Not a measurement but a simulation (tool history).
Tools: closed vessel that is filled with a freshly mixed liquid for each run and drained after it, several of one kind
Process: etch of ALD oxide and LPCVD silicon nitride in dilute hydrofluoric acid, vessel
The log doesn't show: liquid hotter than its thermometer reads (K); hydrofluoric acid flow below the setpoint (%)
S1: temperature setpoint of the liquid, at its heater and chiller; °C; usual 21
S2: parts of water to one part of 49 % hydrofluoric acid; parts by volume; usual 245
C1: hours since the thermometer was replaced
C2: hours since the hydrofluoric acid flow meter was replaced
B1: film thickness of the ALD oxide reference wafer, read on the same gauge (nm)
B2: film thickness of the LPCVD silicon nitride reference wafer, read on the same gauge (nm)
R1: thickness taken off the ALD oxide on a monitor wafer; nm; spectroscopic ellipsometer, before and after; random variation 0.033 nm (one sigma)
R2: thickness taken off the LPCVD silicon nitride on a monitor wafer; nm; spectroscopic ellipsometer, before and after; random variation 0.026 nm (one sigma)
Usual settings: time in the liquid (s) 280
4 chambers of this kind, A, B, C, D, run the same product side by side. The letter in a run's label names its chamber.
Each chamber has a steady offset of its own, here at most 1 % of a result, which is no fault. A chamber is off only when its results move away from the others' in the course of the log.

Run 1A, hour 9.5: usual settings; C1 818; C2 280.6; B1 150.02; B2 60.007. Result: R1 8.703 nm, R2 0.35925 nm.
Run 2B, hour 23.3: usual settings; C1 754.6; C2 93.8; B1 150.03; B2 60. Result: R1 8.7395 nm, R2 0.38764 nm.
Run 3C, hour 34.5: usual settings; C1 1374.7; C2 1624.2; B1 150.01; B2 59.992. Result: R1 8.7189 nm, R2 0.41668 nm.
Run 4D, hour 47.5: usual settings; C1 1740.8; C2 636; B1 150; B2 59.994. Result: R1 8.7569 nm, R2 0.40644 nm.
Run 5A, hour 54.5: usual settings; C1 863; C2 325.6; B1 149.98; B2 59.987. Result: R1 8.7206 nm, R2 0.47192 nm.
Run 6C, hour 62.6: usual settings; C1 1402.8; C2 1652.3; B1 149.98; B2 60.007. Result: R1 8.6818 nm, R2 0.39384 nm.
Run 7B, hour 75.6: usual settings; C1 806.9; C2 146.1; B1 150.01; B2 60.009. Result: R1 8.7666 nm, R2 0.43426 nm.
Run 8D, hour 87.4: usual settings; C1 1780.7; C2 675.9; B1 150.02; B2 60.008. Result: R1 8.7067 nm, R2 0.4424 nm.
Run 9B, hour 94.6: usual settings; C1 825.9; C2 165.1; B1 150.01; B2 60.014. Result: R1 8.7451 nm, R2 0.48622 nm.
Run 10D, hour 103.4: usual settings; C1 1796.7; C2 691.9; B1 150.01; B2 60.017. Result: R1 8.7615 nm, R2 0.4108 nm.
Run 11C, hour 110.8: usual settings but S1 25.5 °C; C1 1451; C2 1700.5; B1 150.01; B2 59.999. Result: R1 10.182 nm, R2 0.52238 nm.
Run 12A, hour 121.4: usual settings but S1 25.5 °C; C1 929.9; C2 392.5; B1 150.01; B2 59.992. Result: R1 10.205 nm, R2 0.55925 nm.
Run 13C, hour 135.5: usual settings but S1 25.5 °C; C1 1475.7; C2 1725.2; B1 149.98; B2 60.001. Result: R1 10.207 nm, R2 0.57483 nm.
At hour 139.6: chamber C: hydrofluoric acid flow meter replaced.
Run 14D, hour 144.8: usual settings but S1 25.5 °C; C1 1838.1; C2 733.3; B1 149.98; B2 60.013. Result: R1 10.314 nm, R2 0.5802 nm.
Run 15B, hour 158.1: usual settings; C1 889.4; C2 228.6; B1 149.98; B2 59.992. Result: R1 8.7907 nm, R2 0.43135 nm.
Run 16A, hour 169.3: usual settings; C1 977.8; C2 440.4; B1 149.99; B2 60.007. Result: R1 8.6853 nm, R2 0.41036 nm.
Run 17B, hour 179.1: usual settings; C1 910.4; C2 249.6; B1 149.99; B2 60.004. Result: R1 8.7482 nm, R2 0.42448 nm.
Run 18C, hour 187.7: usual settings; C1 1527.9; C2 48.1; B1 149.99; B2 59.987. Result: R1 8.6832 nm, R2 0.43336 nm.
Run 19A, hour 200.3: usual settings; C1 1008.8; C2 471.4; B1 149.98; B2 60.001. Result: R1 8.6334 nm, R2 0.48022 nm.
Run 20D, hour 214.5: usual settings; C1 1907.8; C2 803; B1 149.99; B2 59.998. Result: R1 8.7714 nm, R2 0.39806 nm.
Run 21C, hour 227.8: usual settings but S2 175 parts by volume, time in the liquid (s) 160; C1 1568; C2 88.2; B1 149.99; B2 59.989. Result: R1 7.5457 nm, R2 0.37393 nm.
Run 22D, hour 240.5: usual settings but S2 175 parts by volume, time in the liquid (s) 160; C1 1933.8; C2 829; B1 150; B2 60.027. Result: R1 7.4843 nm, R2 0.33714 nm.
Run 23A, hour 248: usual settings but S2 175 parts by volume, time in the liquid (s) 160; C1 1056.5; C2 519.1; B1 150; B2 59.977. Result: R1 7.4176 nm, R2 0.33612 nm.
Run 24B, hour 262.5: usual settings but S2 175 parts by volume, time in the liquid (s) 160; C1 993.8; C2 333; B1 150.01; B2 60.013. Result: R1 7.5271 nm, R2 0.33922 nm.
Run 25C, hour 271.2: usual settings but S1 22.5 °C; C1 1611.4; C2 131.6; B1 149.99; B2 59.992. Result: R1 9.1948 nm, R2 0.50364 nm.
Run 26A, hour 283.9: usual settings but S1 22.5 °C; C1 1092.4; C2 555; B1 149.99; B2 59.993. Result: R1 9.1498 nm, R2 0.45871 nm.
Run 27D, hour 296.2: usual settings but S1 22.5 °C; C1 1989.5; C2 884.7; B1 150; B2 60. Result: R1 9.2983 nm, R2 0.43182 nm.
Run 28B, hour 302.8: usual settings but S1 22.5 °C; C1 1034.1; C2 373.3; B1 150; B2 59.975. Result: R1 9.2156 nm, R2 0.46182 nm.
Run 29C, hour 311.6: usual settings but S1 25 °C, S2 180 parts by volume; C1 1651.8; C2 172; B1 149.97; B2 59.993. Result: R1 14.715 nm, R2 0.78977 nm.
Run 30B, hour 324.1: usual settings but S1 25 °C, S2 180 parts by volume; C1 1055.4; C2 394.6; B1 149.99; B2 59.989. Result: R1 14.988 nm, R2 0.74114 nm.

Next, every chamber runs the same settings. What will each give?
Run 31A, hour 334.7: usual settings. Result: R1 ?, R2 ?.
Run 31B, hour 334.7: usual settings. Result: R1 ?, R2 ?.
Run 31C, hour 334.7: usual settings. Result: R1 ?, R2 ?.
Run 31D, hour 334.7: usual settings. Result: R1 ?, R2 ?.

run      R1       R2
31A  8.7216  0.45971
31B  8.7746  0.43732
31C  8.6516   0.4609
31D  8.7907  0.39512
